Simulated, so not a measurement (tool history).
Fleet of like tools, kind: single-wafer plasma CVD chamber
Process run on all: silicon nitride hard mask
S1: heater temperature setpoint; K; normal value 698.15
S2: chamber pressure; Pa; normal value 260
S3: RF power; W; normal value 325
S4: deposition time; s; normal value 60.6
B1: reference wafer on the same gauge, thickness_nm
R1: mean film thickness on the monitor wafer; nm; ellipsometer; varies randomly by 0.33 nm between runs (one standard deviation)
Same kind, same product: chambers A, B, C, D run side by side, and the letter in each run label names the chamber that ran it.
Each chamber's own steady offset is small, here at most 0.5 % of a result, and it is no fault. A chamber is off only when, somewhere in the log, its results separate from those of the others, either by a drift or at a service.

run   hour      S1   S2   S3    S4      B1      R1
 1C    8.9  698.15  260  325  60.6  79.389  76.514
 2D   17.9  698.15  260  325  60.6  79.258   77.05
 3A   26.8  698.15  260  325  60.6  79.308  77.285
      29.5  -- chamber A: capacitance manometer re-zeroed and calibrated
 4B   36.3  698.15  260  325  60.6  79.355  76.652
 5D     41  698.15  285  275  60.6  79.315  70.031
 6C   46.8  698.15  285  275  60.6  79.196   70.66
 7B   52.9  698.15  285  275  60.6  79.306   70.49
 8A   60.3  698.15  285  275  60.6  79.293   70.29
 9D   64.6  698.15  260  325  60.6  79.355  76.749
10C     74  708.15  260  325  60.6  79.349  75.416
11A     83  708.15  260  325  60.6  79.384  77.348
12B   91.5  708.15  260  325  60.6  79.241   76.47
13D   98.4  708.15  260  325  60.6  79.263  76.666
14B    106  698.15  260  325  60.6  79.322  76.081
15C  113.2  698.15  260  325  60.6  79.327  76.609
16A    120  709.15  260  325  60.6   79.31  77.376
17C  126.2  709.15  260  325  60.6  79.242  76.468
18A  131.1  709.15  260  325  60.6  79.261  76.915
19B  138.9  709.15  260  325  60.6  79.336  76.076
20D  144.3  698.15  260  325  60.6  79.314  77.036
21D  151.2  698.15  260  325  60.6  79.282  76.669
22A  158.3  698.15  260  325  60.6  79.291  76.968
23C  163.2  698.15  260  325  60.6  79.307  77.325
24B  172.2  698.15  260  325  60.6   79.32  76.274
25B    178  698.15  260  325  60.6    79.3  76.698
26A  184.4  698.15  260  380  54.7   79.33  76.552
27D  190.1  698.15  260  380  54.7  79.339  76.432
28C  194.7  698.15  260  380  54.7  79.307  76.334
29C  199.9  698.15  260  380  54.7  79.292  75.233
30D    207  698.15  260  325  60.6  79.308  77.197
31B  213.6  698.15  260  325  60.6  79.282  76.591
32A  219.2  698.15  260  325  60.6   79.36  76.712
33B  225.7  698.15  260  325  60.6  79.288  76.444
34D  231.2  698.15  260  325  60.6  79.268  76.641
35C  239.8  698.15  260  325  60.6  79.312  76.441
36A  245.5  698.15  260  325  64.2  79.296  81.687
37C  251.8  698.15  260  325  64.2  79.329  80.967
38B  260.2  698.15  260  325  64.2  79.333   81.08
39D  264.6  698.15  260  325  64.2  79.287   81.68
40A  272.5  698.15  260  325  60.6  79.243  77.001
41A  279.2  698.15  212  295  60.6   79.23  68.167
42B  286.4  698.15  212  295  60.6  79.278  67.594
43C  291.9  698.15  212  295  60.6  79.202  67.711

Has any chamber moved away from the others, gradually or after a service, or does the common gauge drift, or do the chambers differ only by their own small steady offsets? State the chamber and the most likely cause if one applies.

Neither any chamber nor the gauge drifts; the chambers differ only by their own small, steady offsets.
